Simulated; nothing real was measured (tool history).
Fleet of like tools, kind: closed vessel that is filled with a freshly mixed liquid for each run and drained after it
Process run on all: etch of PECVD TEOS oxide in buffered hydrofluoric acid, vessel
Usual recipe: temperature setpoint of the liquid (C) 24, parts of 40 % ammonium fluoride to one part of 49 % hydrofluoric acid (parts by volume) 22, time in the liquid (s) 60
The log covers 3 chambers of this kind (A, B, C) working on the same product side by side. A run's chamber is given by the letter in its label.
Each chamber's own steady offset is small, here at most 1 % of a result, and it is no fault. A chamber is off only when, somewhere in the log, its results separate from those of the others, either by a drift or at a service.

run	hour	temperature setpoint of the liquid (C)	parts of 40 % ammonium fluoride to one part of 49 % hydrofluoric acid (parts by volume)	time in the liquid (s)	hours since the thermometer was replaced	hours since the hydrofluoric acid flow meter was replaced	read-back film thickness of the PECVD TEOS oxide reference wafer, read on the same gauge (nm)	thickness taken off the PECVD TEOS oxide on a monitor wafer (angstrom)
1B	15.8	24	22	60	1183.5	1044.6	69.968	702.64
2C	24.1	24	22	60	851.7	1003.7	69.995	684.61
3A	32.5	24	22	60	371.2	1226.1	70.036	707.85
4C	44.2	24	22	60	871.8	1023.8	70.016	702.13
5B	52.8	24	22	60	1220.5	1081.6	70.036	709.54
6A	60.8	24	22	60	399.5	1254.4	69.999	716.53
7A	76.1	24	22	60	414.8	1269.7	69.968	708.54
8B	85	24	22	60	1252.7	1113.8	70.005	708.22
9C	96.6	24	22	40	924.2	1076.2	70.012	460.61
10A	104.5	24	22	40	443.2	1298.1	69.981	462.66
11C	112.9	24	22	40	940.5	1092.5	69.962	466.91
12B	125.9	24	22	60	1293.6	1154.7	69.99	703.51
13A	135.4	24	22	60	474.1	1329	69.985	703.75
14C	145.2	24	27	80	972.8	1124.8	69.996	820.23
15B	161.1	24	27	80	1328.8	1189.9	69.992	802.35
16C	176.6	24	27	80	1004.2	1156.2	70.034	800.59
17B	189.7	24	22	60	1357.4	1218.5	70.027	712.31
18A	200.6	24	22	60	539.3	1394.2	70.008	709.12
19A	210.1	24	22	60	548.8	1403.7	69.999	703.59
20C	219.1	24	22	60	1046.7	1198.7	69.944	703.37
21B	235.2	24	22	60	1402.9	1264	70.032	708.04
22B	249.1	24	22	60	1416.8	1277.9	69.956	700.33
# hour 252.9: chamber C: hydrofluoric acid flow meter replaced
23A	263.5	24	22	60	602.2	1457.1	70.043	701.98
# hour 264.3: chamber A: hydrofluoric acid flow meter replaced
24C	279.8	24	22	60	1107.4	27	70.009	704.47
25C	294.8	24	22	60	1122.4	42	69.928	705.7
26A	302.7	24	22	60	641.4	38.4	69.967	695.78
27B	312.5	24	22	60	1480.2	1341.3	69.998	710.07
28A	325.9	24	22	60	664.6	61.6	70.004	695.04
29C	335.1	24	22	60	1162.7	82.3	70.01	696.08
30B	351.7	24	22	60	1519.4	1380.5	70.028	710.56
31A	366.8	24	22	60	705.5	102.5	69.97	702.24
32B	379.5	24	22	60	1547.2	1408.3	70.003	704.25
33C	392	21	18	60	1219.6	139.2	70.017	687.75
34B	406.1	21	18	60	1573.8	1434.9	70.016	708.25

Decide between three cases: one chamber stands off from its peers, the gauge reading all wafers drifts, or nothing is wrong past each chamber's small offset. Where a chamber is off, say which and what most likely put it there.

Beyond each chamber's small constant offset nothing stands out, and the gauge stays steady.
